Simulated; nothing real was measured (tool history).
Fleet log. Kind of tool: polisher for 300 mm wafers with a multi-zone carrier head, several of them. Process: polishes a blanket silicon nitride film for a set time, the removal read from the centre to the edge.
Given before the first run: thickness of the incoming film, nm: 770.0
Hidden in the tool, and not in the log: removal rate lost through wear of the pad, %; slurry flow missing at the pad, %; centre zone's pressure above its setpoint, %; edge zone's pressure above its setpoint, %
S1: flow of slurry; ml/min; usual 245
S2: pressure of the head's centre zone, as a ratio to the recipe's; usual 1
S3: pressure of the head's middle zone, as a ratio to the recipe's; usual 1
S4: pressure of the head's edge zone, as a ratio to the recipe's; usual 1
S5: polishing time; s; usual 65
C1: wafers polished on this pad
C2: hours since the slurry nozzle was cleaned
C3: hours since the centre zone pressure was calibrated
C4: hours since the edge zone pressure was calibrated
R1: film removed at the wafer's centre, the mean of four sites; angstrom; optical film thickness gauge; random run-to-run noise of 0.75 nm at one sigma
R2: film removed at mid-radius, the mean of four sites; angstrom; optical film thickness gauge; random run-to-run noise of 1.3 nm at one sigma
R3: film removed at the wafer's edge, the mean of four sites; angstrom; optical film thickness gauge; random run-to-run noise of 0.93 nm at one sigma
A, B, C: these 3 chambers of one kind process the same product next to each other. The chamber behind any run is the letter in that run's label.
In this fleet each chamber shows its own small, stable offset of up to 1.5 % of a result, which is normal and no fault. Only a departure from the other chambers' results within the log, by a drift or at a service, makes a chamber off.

run 1B day=0.238 | S1=245 S2=1 S3=1 S4=1 S5=65 | C1=629 C2=263.4 C3=354.3 C4=267.6 | R1=1122 R2=1138.3 R3=1115.9
-- day=0.321 chamber C: edge zone pressure recalibrated
run 2A day=0.629 | S1=245 S2=1 S3=1 S4=1 S5=65 | C1=521 C2=148.4 C3=111.5 C4=442.8 | R1=1120.1 R2=1112.7 R3=1093.2
-- day=0.779 chamber C: worn pad replaced by a new one
run 3C day=1.075 | S1=245 S2=1 S3=1 S4=1 S5=65 | C1=74 C2=675.8 C3=327.1 C4=18.1 | R1=1114.3 R2=1115.7 R3=1128.9
run 4A day=1.296 | S1=245 S2=1 S3=1 S4=1 S5=65 | C1=688 C2=164.4 C3=127.5 C4=458.8 | R1=1118.7 R2=1107.6 R3=1127.7
run 5B day=1.558 | S1=245 S2=1 S3=1 S4=1 S5=65 | C1=960 C2=295.1 C3=386 C4=299.3 | R1=1122.6 R2=1118.9 R3=1101.8
run 6C day=1.792 | S1=245 S2=1 S3=1 S4=1 S5=65 | C1=254 C2=693 C3=344.3 C4=35.3 | R1=1112.4 R2=1120 R3=1102.2
-- day=1.95 chamber B: worn pad replaced by a new one
run 7B day=2.204 | S1=245 S2=1 S3=1 S4=1 S5=65 | C1=64 C2=310.6 C3=401.5 C4=314.8 | R1=1109.4 R2=1128.8 R3=1120.9
-- day=2.258 chamber B: slurry nozzle cleaned
run 8C day=2.604 | S1=245 S2=1.04 S3=1 S4=1.09 S5=65 | C1=457 C2=712.5 C3=363.8 C4=54.8 | R1=1168.4 R2=1124 R3=1173.7
run 9A day=3.025 | S1=245 S2=1.04 S3=1 S4=1.09 S5=65 | C1=1120 C2=205.9 C3=169 C4=500.3 | R1=1166.8 R2=1104.7 R3=1157
run 10C day=3.362 | S1=245 S2=1.04 S3=1 S4=1.09 S5=65 | C1=647 C2=730.7 C3=382 C4=73 | R1=1152.5 R2=1147.2 R3=1160.2
run 11B day=3.775 | S1=245 S2=1 S3=0.9 S4=1 S5=65 | C1=457 C2=36.5 C3=439.2 C4=352.5 | R1=1131 R2=1023.5 R3=1131.2
run 12A day=4.162 | S1=245 S2=1 S3=0.9 S4=1 S5=65 | C1=1405 C2=233.2 C3=196.3 C4=527.6 | R1=1091.8 R2=989.18 R3=1072.9
run 13B day=4.442 | S1=245 S2=1 S3=0.9 S4=1 S5=65 | C1=624 C2=52.5 C3=455.2 C4=368.5 | R1=1105.7 R2=1007.1 R3=1126
-- day=4.85 chamber C: slurry nozzle cleaned
run 14A day=4.871 | S1=245 S2=1 S3=1 S4=1 S5=65 | C1=1582 C2=250.2 C3=213.3 C4=544.6 | R1=1082 R2=1075.5 R3=1080.1
run 15C day=5.221 | S1=245 S2=1 S3=1 S4=1 S5=65 | C1=1112 C2=8.9 C3=426.6 C4=117.6 | R1=1116 R2=1145.5 R3=1100.9
run 16C day=5.471 | S1=245 S2=1 S3=1 S4=1 S5=65 | C1=1175 C2=14.9 C3=432.6 C4=123.6 | R1=1107.9 R2=1134.9 R3=1108.5
run 17B day=5.846 | S1=245 S2=1 S3=1 S4=1 S5=65 | C1=975 C2=86.2 C3=488.9 C4=402.2 | R1=1116.2 R2=1115 R3=1119.8
-- day=6.125 chamber C: worn pad replaced by a new one
run 18A day=6.329 | S1=245 S2=1.05 S3=0.89 S4=1 S5=65 | C1=1947 C2=285.2 C3=248.3 C4=579.6 | R1=1141.7 R2=970.73 R3=1078.7
run 19B day=6.754 | S1=245 S2=1.05 S3=0.89 S4=1 S5=65 | C1=1202 C2=108 C3=510.7 C4=424 | R1=1171.8 R2=1021.3 R3=1136.7
run 20C day=7.175 | S1=245 S2=1.05 S3=0.89 S4=1 S5=65 | C1=263 C2=55.8 C3=473.5 C4=164.5 | R1=1183.5 R2=999.62 R3=1103.5
-- day=7.179 chamber B: worn pad replaced by a new one
run 21A day=7.504 | S1=245 S2=1 S3=1 S4=1 S5=65 | C1=2241 C2=313.4 C3=276.5 C4=607.8 | R1=1095.6 R2=1074.1 R3=1067.5
run 22C day=7.904 | S1=245 S2=1 S3=1 S4=1 S5=65 | C1=445 C2=73.3 C3=491 C4=182 | R1=1107.6 R2=1157 R3=1103.1
run 23A day=8.117 | S1=245 S2=1 S3=1 S4=1 S5=65 | C1=2395 C2=328.1 C3=291.2 C4=622.5 | R1=1078.4 R2=1069.4 R3=1076.8
-- day=8.342 chamber C: centre zone pressure recalibrated
run 24B day=8.462 | S1=245 S2=1 S3=1 S4=1 S5=65 | C1=321 C2=149 C3=551.7 C4=465 | R1=1119 R2=1126.8 R3=1135.6
run 25B day=8.958 | S1=245 S2=1 S3=1 S4=1 S5=65 | C1=445 C2=160.9 C3=563.6 C4=476.9 | R1=1105 R2=1119.2 R3=1136
run 26A day=9.454 | S1=245 S2=1 S3=1 S4=1 S5=65 | C1=2729 C2=360.2 C3=323.3 C4=654.6 | R1=1060.8 R2=1052.1 R3=1054.1
run 27C day=9.871 | S1=245 S2=1 S3=1 S4=1 S5=65 | C1=937 C2=120.5 C3=36.8 C4=229.2 | R1=1114.6 R2=1138.9 R3=1110.5
run 28C day=10.308 | S1=245 S2=1 S3=1 S4=1 S5=65 | C1=1047 C2=131 C3=47.3 C4=239.7 | R1=1108.5 R2=1134.1 R3=1098.6
run 29B day=10.612 | S1=245 S2=1 S3=1 S4=1 S5=65 | C1=859 C2=200.6 C3=603.3 C4=516.6 | R1=1127.4 R2=1132.8 R3=1118.8
-- day=10.842 chamber C: worn pad replaced by a new one
run 30A day=10.867 | S1=245 S2=1 S3=1 S4=1 S5=65 | C1=3083 C2=394.1 C3=357.2 C4=688.5 | R1=1062.7 R2=1063.2 R3=1054.2
run 31C day=11.283 | S1=245 S2=1 S3=1 S4=1 S5=65 | C1=111 C2=154.4 C3=70.7 C4=263.1 | R1=1128 R2=1129.3 R3=1112.1
-- day=11.521 chamber B: worn pad replaced by a new one
run 32A day=11.696 | S1=245 S2=1 S3=1 S4=1 S5=65 | C1=3290 C2=414 C3=377.1 C4=708.4 | R1=1062.4 R2=1038.5 R3=1053.3
run 33B day=12.083 | S1=245 S2=1 S3=1 S4=1 S5=65 | C1=141 C2=235.9 C3=638.6 C4=551.9 | R1=1120.6 R2=1154.9 R3=1130.3
-- day=12.267 chamber B: edge zone pressure recalibrated
run 34A day=12.346 | S1=245 S2=1 S3=1 S4=1 S5=65 | C1=3453 C2=429.6 C3=392.7 C4=724 | R1=1055.8 R2=1043.8 R3=1054.5
-- day=12.417 chamber B: slurry nozzle cleaned
run 35B day=12.679 | S1=245 S2=1 S3=1 S4=1 S5=65 | C1=290 C2=6.3 C3=652.9 C4=10 | R1=1115.4 R2=1127.9 R3=1121.9
run 36C day=12.954 | S1=245 S2=1 S3=1 S4=1 S5=65 | C1=529 C2=194.5 C3=110.8 C4=303.2 | R1=1110.5 R2=1129.3 R3=1097.4
run 37C day=13.292 | S1=245 S2=1 S3=1 S4=1 S5=65 | C1=614 C2=202.6 C3=118.9 C4=311.3 | R1=1103.3 R2=1149.8 R3=1099.8
run 38A day=13.783 | S1=245 S2=1 S3=1 S4=1 S5=65 | C1=3813 C2=464.1 C3=427.2 C4=758.5 | R1=1049.2 R2=1037.8 R3=1030.1
run 39B day=14.046 | S1=245 S2=1 S3=1 S4=1 S5=65 | C1=632 C2=39.1 C3=685.7 C4=42.8 | R1=1117.8 R2=1140.3 R3=1121
run 40B day=14.512 | S1=245 S2=1 S3=1 S4=1 S5=65 | C1=749 C2=50.3 C3=696.9 C4=54 | R1=1133.6 R2=1124.4 R3=1110.9
run 41A day=15.004 | S1=245 S2=1 S3=1 S4=1 S5=65 | C1=4118 C2=493.4 C3=456.5 C4=787.8 | R1=1020 R2=1047.3 R3=1036.7
run 42C day=15.454 | S1=245 S2=1.06 S3=1 S4=1 S5=65 | C1=1155 C2=254.5 C3=170.8 C4=363.2 | R1=1187.3 R2=1128.4 R3=1108.5

The same settings go to every chamber for the next run, one line per chamber below. Forecast the results for each:
run 43A day=15.808 | S1=245 S2=1 S3=1 S4=1 S5=65 | R1=? R2=? R3=?
run 43B day=15.808 | S1=245 S2=1 S3=1 S4=1 S5=65 | R1=? R2=? R3=?
run 43C day=15.808 | S1=245 S2=1 S3=1 S4=1 S5=65 | R1=? R2=? R3=?

run=43A R1=1032 R2=1023.2 R3=1029.3
run=43B R1=1111.5 R2=1120.1 R3=1112.8
run=43C R1=1115.5 R2=1158.1 R3=1115.9
